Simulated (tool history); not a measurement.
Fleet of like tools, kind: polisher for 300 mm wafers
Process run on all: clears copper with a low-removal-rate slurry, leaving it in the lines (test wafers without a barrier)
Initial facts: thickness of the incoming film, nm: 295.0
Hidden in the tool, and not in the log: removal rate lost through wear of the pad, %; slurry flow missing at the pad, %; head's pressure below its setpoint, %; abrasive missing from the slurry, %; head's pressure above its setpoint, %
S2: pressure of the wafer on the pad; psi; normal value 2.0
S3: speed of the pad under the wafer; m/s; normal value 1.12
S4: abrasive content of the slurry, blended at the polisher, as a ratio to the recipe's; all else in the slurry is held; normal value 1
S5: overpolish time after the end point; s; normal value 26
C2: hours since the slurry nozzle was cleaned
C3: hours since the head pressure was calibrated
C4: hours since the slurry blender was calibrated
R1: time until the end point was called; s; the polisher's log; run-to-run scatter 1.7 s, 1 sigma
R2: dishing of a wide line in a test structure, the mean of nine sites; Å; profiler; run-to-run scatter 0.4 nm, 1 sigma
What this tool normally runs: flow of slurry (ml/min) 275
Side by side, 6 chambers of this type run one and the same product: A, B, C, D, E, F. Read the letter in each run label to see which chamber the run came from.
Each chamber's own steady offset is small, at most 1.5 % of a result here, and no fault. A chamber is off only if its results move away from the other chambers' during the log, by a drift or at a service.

-- day=0.079 chamber C: head pressure recalibrated
run 1D day=0.367 | flow_of_slurry_(ml/min)=275 S2=2.0 S3=1.12 S4=1 S5=26 | wafers_polished_on_this_pad=638 C2=402.0 C3=467.6 C4=119.8 | R1=113.25 R2=381.11
run 2C day=0.579 | flow_of_slurry_(ml/min)=275 S2=2.0 S3=1.12 S4=1 S5=26 | wafers_polished_on_this_pad=272 C2=92.3 C3=12.0 C4=51.2 | R1=110.94 R2=386.39
-- day=0.771 chamber D: worn pad replaced by a new one
run 3F day=0.875 | flow_of_slurry_(ml/min)=275 S2=2.0 S3=1.12 S4=1 S5=26 | wafers_polished_on_this_pad=360 C2=270.2 C3=185.2 C4=147.6 | R1=110.90 R2=391.61
run 4E day=1.088 | flow_of_slurry_(ml/min)=275 S2=2.0 S3=1.12 S4=1 S5=26 | wafers_polished_on_this_pad=617 C2=228.5 C3=1087.9 C4=76.9 | R1=112.63 R2=386.48
-- day=1.262 chamber E: worn pad replaced by a new one
run 5B day=1.279 | flow_of_slurry_(ml/min)=275 S2=1.5 S3=1.40 S4=1 S5=26 | wafers_polished_on_this_pad=253 C2=440.3 C3=465.5 C4=47.7 | R1=114.55 R2=355.32
run 6A day=1.475 | flow_of_slurry_(ml/min)=275 S2=1.5 S3=1.40 S4=1 S5=26 | wafers_polished_on_this_pad=279 C2=163.9 C3=102.5 C4=67.6 | R1=120.83 R2=351.02
run 7D day=1.688 | flow_of_slurry_(ml/min)=275 S2=1.5 S3=1.40 S4=1 S5=26 | wafers_polished_on_this_pad=135 C2=433.7 C3=499.3 C4=151.5 | R1=120.49 R2=351.50
run 8B day=2.121 | flow_of_slurry_(ml/min)=275 S2=1.5 S3=1.40 S4=1 S5=26 | wafers_polished_on_this_pad=377 C2=460.5 C3=485.7 C4=67.9 | R1=116.97 R2=353.78
run 9E day=2.492 | flow_of_slurry_(ml/min)=275 S2=1.5 S3=1.40 S4=1 S5=26 | wafers_polished_on_this_pad=181 C2=262.2 C3=1121.6 C4=110.6 | R1=115.19 R2=353.40
run 10F day=2.771 | flow_of_slurry_(ml/min)=275 S2=1.5 S3=1.40 S4=1 S5=26 | wafers_polished_on_this_pad=640 C2=315.7 C3=230.7 C4=193.1 | R1=116.02 R2=357.01
run 11C day=3.133 | flow_of_slurry_(ml/min)=275 S2=1.6 S3=1.12 S4=1 S5=26 | wafers_polished_on_this_pad=649 C2=153.6 C3=73.3 C4=112.5 | R1=141.00 R2=324.52
run 12A day=3.433 | flow_of_slurry_(ml/min)=275 S2=1.6 S3=1.12 S4=1 S5=26 | wafers_polished_on_this_pad=568 C2=210.9 C3=149.5 C4=114.6 | R1=138.78 R2=313.97
-- day=3.750 chamber B: slurry blender recalibrated
run 13A day=3.867 | flow_of_slurry_(ml/min)=275 S2=1.6 S3=1.12 S4=1 S5=26 | wafers_polished_on_this_pad=632 C2=221.3 C3=159.9 C4=125.0 | R1=143.26 R2=313.36
run 14B day=4.062 | flow_of_slurry_(ml/min)=275 S2=1.6 S3=1.12 S4=1 S5=26 | wafers_polished_on_this_pad=664 C2=507.1 C3=532.3 C4=7.5 | R1=137.06 R2=322.23
run 15D day=4.321 | flow_of_slurry_(ml/min)=275 S2=1.6 S3=1.12 S4=1 S5=26 | wafers_polished_on_this_pad=523 C2=496.9 C3=562.5 C4=214.7 | R1=140.29 R2=317.56
run 16F day=4.558 | flow_of_slurry_(ml/min)=275 S2=1.6 S3=1.12 S4=1 S5=26 | wafers_polished_on_this_pad=903 C2=358.6 C3=273.6 C4=236.0 | R1=140.76 R2=323.88
run 17C day=4.838 | flow_of_slurry_(ml/min)=275 S2=2.0 S3=1.12 S4=1 S5=26 | wafers_polished_on_this_pad=900 C2=194.5 C3=114.2 C4=153.4 | R1=110.10 R2=390.14
run 18E day=5.125 | flow_of_slurry_(ml/min)=275 S2=2.0 S3=1.12 S4=1 S5=26 | wafers_polished_on_this_pad=570 C2=325.4 C3=1184.8 C4=173.8 | R1=115.00 R2=381.01
-- day=5.158 chamber C: worn pad replaced by a new one
-- day=5.367 chamber D: worn pad replaced by a new one
run 19B day=5.442 | flow_of_slurry_(ml/min)=275 S2=2.0 S3=1.12 S4=1 S5=26 | wafers_polished_on_this_pad=867 C2=540.2 C3=565.4 C4=40.6 | R1=108.52 R2=386.24
run 20C day=5.738 | flow_of_slurry_(ml/min)=275 S2=2.0 S3=1.12 S4=1 S5=26 | wafers_polished_on_this_pad=85 C2=216.1 C3=135.8 C4=175.0 | R1=113.61 R2=384.88
-- day=5.950 chamber E: slurry blender recalibrated
run 21F day=6.125 | flow_of_slurry_(ml/min)=275 S2=2.0 S3=1.12 S4=1 S5=26 | wafers_polished_on_this_pad=1134 C2=396.2 C3=311.2 C4=273.6 | R1=107.82 R2=381.51
-- day=6.196 chamber F: worn pad replaced by a new one
run 22D day=6.500 | flow_of_slurry_(ml/min)=275 S2=2.0 S3=1.12 S4=1 S5=26 | wafers_polished_on_this_pad=167 C2=549.2 C3=614.8 C4=267.0 | R1=119.24 R2=364.58
-- day=6.846 chamber E: worn pad replaced by a new one
run 23A day=6.879 | flow_of_slurry_(ml/min)=275 S2=2.0 S3=1.12 S4=1 S5=26 | wafers_polished_on_this_pad=1077 C2=293.6 C3=232.2 C4=197.3 | R1=113.73 R2=375.91
run 24E day=7.217 | flow_of_slurry_(ml/min)=275 S2=2.0 S3=1.12 S4=1 S5=26 | wafers_polished_on_this_pad=55 C2=375.6 C3=1235.0 C4=30.4 | R1=108.23 R2=383.79
run 25D day=7.412 | flow_of_slurry_(ml/min)=275 S2=2.0 S3=1.12 S4=1 S5=26 | wafers_polished_on_this_pad=302 C2=571.1 C3=636.7 C4=288.9 | R1=119.52 R2=368.77
-- day=7.496 chamber B: slurry nozzle cleaned
run 26E day=7.688 | flow_of_slurry_(ml/min)=275 S2=2.0 S3=1.12 S4=1 S5=26 | wafers_polished_on_this_pad=124 C2=386.9 C3=1246.3 C4=41.7 | R1=109.95 R2=386.41
run 27F day=7.904 | flow_of_slurry_(ml/min)=275 S2=2.0 S3=1.12 S4=1 S5=26 | wafers_polished_on_this_pad=252 C2=438.9 C3=353.9 C4=316.3 | R1=114.38 R2=383.28
-- day=8.046 chamber B: worn pad replaced by a new one
run 28A day=8.104 | flow_of_slurry_(ml/min)=275 S2=2.0 S3=1.12 S4=1 S5=26 | wafers_polished_on_this_pad=1257 C2=323.0 C3=261.6 C4=226.7 | R1=113.99 R2=375.25
run 29C day=8.312 | flow_of_slurry_(ml/min)=275 S2=2.0 S3=1.12 S4=1 S5=26 | wafers_polished_on_this_pad=465 C2=277.9 C3=197.6 C4=236.8 | R1=111.00 R2=383.36
-- day=8.388 chamber B: slurry blender recalibrated
-- day=8.412 chamber A: worn pad replaced by a new one
run 30B day=8.658 | flow_of_slurry_(ml/min)=275 S2=2.0 S3=1.12 S4=1 S5=26 | wafers_polished_on_this_pad=90 C2=27.9 C3=642.6 C4=6.5 | R1=112.71 R2=383.69
run 31B day=9.083 | flow_of_slurry_(ml/min)=275 S2=2.0 S3=1.12 S4=1 S5=26 | wafers_polished_on_this_pad=153 C2=38.1 C3=652.8 C4=16.7 | R1=111.23 R2=384.15
run 32D day=9.479 | flow_of_slurry_(ml/min)=275 S2=2.0 S3=1.12 S4=1 S5=26 | wafers_polished_on_this_pad=607 C2=620.7 C3=686.3 C4=338.5 | R1=123.06 R2=354.43
-- day=9.588 chamber C: slurry blender recalibrated
run 33A day=9.721 | flow_of_slurry_(ml/min)=275 S2=2.0 S3=1.12 S4=1 S5=26 | wafers_polished_on_this_pad=193 C2=361.8 C3=300.4 C4=265.5 | R1=111.47 R2=373.11
run 34F day=9.975 | flow_of_slurry_(ml/min)=275 S2=2.0 S3=1.12 S4=1 S5=26 | wafers_polished_on_this_pad=558 C2=488.6 C3=403.6 C4=366.0 | R1=111.76 R2=388.81
run 35E day=10.342 | flow_of_slurry_(ml/min)=275 S2=2.0 S3=1.12 S4=1 S5=26 | wafers_polished_on_this_pad=516 C2=450.6 C3=1310.0 C4=105.4 | R1=113.08 R2=389.93
run 36C day=10.667 | flow_of_slurry_(ml/min)=275 S2=2.0 S3=1.12 S4=1 S5=26 | wafers_polished_on_this_pad=812 C2=334.4 C3=254.1 C4=25.9 | R1=110.67 R2=383.87
run 37F day=11.038 | flow_of_slurry_(ml/min)=275 S2=2.0 S3=1.12 S4=1 S5=26 | wafers_polished_on_this_pad=714 C2=514.1 C3=429.1 C4=391.5 | R1=113.35 R2=384.27

Which is it: a chamber that has drifted or been left off by a service, a gauge drift common to all chambers, or only each chamber's usual small offset? If a chamber is off, name it and its likeliest cause.

Chamber D drifts away from the others.
Likeliest cause: head's pressure below its setpoint, % = 11.6.

Below are 4 candidate recipes for chamber D's next run, each the usual settings with a change, their results shown as question marks. Which of them brings D's results back in line with what the other chambers give on the usual settings?
Maximum distance from the other chambers' mean on the usual settings for a result to count as in line: R1 6.10 s; R2 14.00 Å
run 38D-1 day=11.350 | flow_of_slurry_(ml/min)=275 S2=1.9 S3=1.04 S4=1 S5=26 | R1=? R2=?
run 38D-2 day=11.350 | flow_of_slurry_(ml/min)=280 S2=2.2 S3=1.26 S4=1 S5=27 | R1=? R2=?
run 38D-3 day=11.350 | flow_of_slurry_(ml/min)=270 S2=1.8 S3=1.00 S4=1 S5=26 | R1=? R2=?
run 38D-4 day=11.350 | flow_of_slurry_(ml/min)=275 S2=2.1 S3=1.20 S4=1 S5=27 | R1=? R2=?

Other chambers, usual settings, mean: R1 111.57 s; R2 383.31 Å
run=38D-1 R1=144.76 R2=311.03
run=38D-2 R1=102.91 R2=407.50
run=38D-3 R1=159.30 R2=288.68
run=38D-4 R1=113.44 R2=380.92
38D-4 is the one that brings the chamber's results back in line with the other chambers.

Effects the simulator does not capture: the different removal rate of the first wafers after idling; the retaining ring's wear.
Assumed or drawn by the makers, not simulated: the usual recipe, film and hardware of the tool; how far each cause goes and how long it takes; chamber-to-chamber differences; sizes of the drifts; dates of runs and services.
